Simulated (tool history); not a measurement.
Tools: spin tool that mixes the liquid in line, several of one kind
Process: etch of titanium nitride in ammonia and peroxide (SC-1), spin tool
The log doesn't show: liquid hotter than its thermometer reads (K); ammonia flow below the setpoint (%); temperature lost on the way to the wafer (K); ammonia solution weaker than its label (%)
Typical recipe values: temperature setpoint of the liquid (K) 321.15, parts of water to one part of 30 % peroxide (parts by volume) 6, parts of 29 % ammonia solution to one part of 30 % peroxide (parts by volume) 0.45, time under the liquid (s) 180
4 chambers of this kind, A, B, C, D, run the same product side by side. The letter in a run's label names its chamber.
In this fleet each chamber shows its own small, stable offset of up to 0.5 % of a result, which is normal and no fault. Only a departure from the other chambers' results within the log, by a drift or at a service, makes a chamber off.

run	hour	temperature setpoint of the liquid (K)	parts of water to one part of 30 % peroxide (parts by volume)	parts of 29 % ammonia solution to one part of 30 % peroxide (parts by volume)	time under the liquid (s)	hours since the thermometer was replaced	hours since the ammonia flow meter was replaced	hours since the heated supply line was repaired	hours since the drum of ammonia solution was connected	read-back film thickness of the titanium nitride reference wafer, read on the same gauge (nm)	thickness taken off the titanium nitride on a monitor wafer (angstrom)
# hour 7.5: chamber C: ammonia flow meter replaced
1A	10.3	321.15	6	0.45	180	96.2	256.5	1291.5	512.0	39.997	101.450
2C	18.9	321.15	6	0.45	180	467.2	11.4	470.0	401.7	39.976	101.020
3B	25.5	321.15	6	0.45	180	276.0	1413.9	831.5	189.8	39.993	100.030
4D	34.4	321.15	6	0.45	180	192.4	205.6	341.2	271.9	40.003	101.230
5B	42.7	321.15	6	0.45	180	293.2	1431.1	848.7	207.0	39.985	101.160
6C	48.2	321.15	6	0.45	180	496.5	40.7	499.3	431.0	39.992	101.250
7A	57.2	321.15	6	0.50	240	143.1	303.4	1338.4	558.9	40.003	140.060
8D	67.3	321.15	6	0.50	240	225.3	238.5	374.1	304.8	39.994	138.680
9B	72.6	321.15	6	0.50	240	323.1	1461.0	878.6	236.9	40.014	135.190
10A	80.1	321.15	6	0.50	240	166.0	326.3	1361.3	581.8	39.987	135.830
11D	88.8	321.15	6	0.45	180	246.8	260.0	395.6	326.3	40.030	101.720
12C	94.9	321.15	6	0.45	180	543.2	87.4	546.0	477.7	40.001	102.630
13D	102.6	321.15	6	0.45	180	260.6	273.8	409.4	340.1	39.964	105.390
14A	111.0	312.15	6	0.45	275	196.9	357.2	1392.2	612.7	39.987	79.474
15B	120.7	312.15	6	0.45	275	371.2	1509.1	926.7	285.0	40.027	79.566
16C	128.5	312.15	6	0.45	275	576.8	121.0	579.6	511.3	40.003	81.547
17C	137.8	312.15	6	0.45	275	586.1	130.3	588.9	520.6	40.011	81.168
18A	142.8	321.15	6	0.45	180	228.7	389.0	1424.0	644.5	39.989	100.340
19D	152.7	321.15	6	0.45	180	310.7	323.9	459.5	390.2	40.009	106.630
20B	161.7	321.15	6	0.45	180	412.2	1550.1	967.7	326.0	39.981	99.979
21C	171.0	321.15	9	0.45	180	619.3	163.5	622.1	553.8	39.993	82.916
22B	177.5	321.15	9	0.45	180	428.0	1565.9	983.5	341.8	40.019	82.002
23D	184.0	321.15	9	0.45	180	342.0	355.2	490.8	421.5	39.999	89.413
24A	192.3	321.15	9	0.45	180	278.2	438.5	1473.5	694.0	40.009	83.142
25B	200.2	328.15	6	0.25	180	450.7	1588.6	1006.2	364.5	39.993	148.600
26D	206.5	328.15	6	0.25	180	364.5	377.7	513.3	444.0	39.986	158.100
# hour 206.7: chamber A: new drum of ammonia solution connected
27A	216.1	328.15	6	0.25	180	302.0	462.3	1497.3	9.5	39.996	146.710
28C	223.4	328.15	6	0.25	180	671.7	215.9	674.5	606.2	40.003	151.330
29C	230.3	321.15	6	0.45	180	678.6	222.8	681.4	613.1	40.025	101.680

The same settings go to every chamber for the next run, one line per chamber below. Forecast the results for each:
30A	238.4	321.15	6	0.45	215						?
30B	238.4	321.15	6	0.45	215						?
30C	238.4	321.15	6	0.45	215						?
30D	238.4	321.15	6	0.45	215						?

run	thickness taken off the titanium nitride on a monitor wafer (angstrom)
30A	118.630
30B	119.580
30C	122.590
30D	132.760
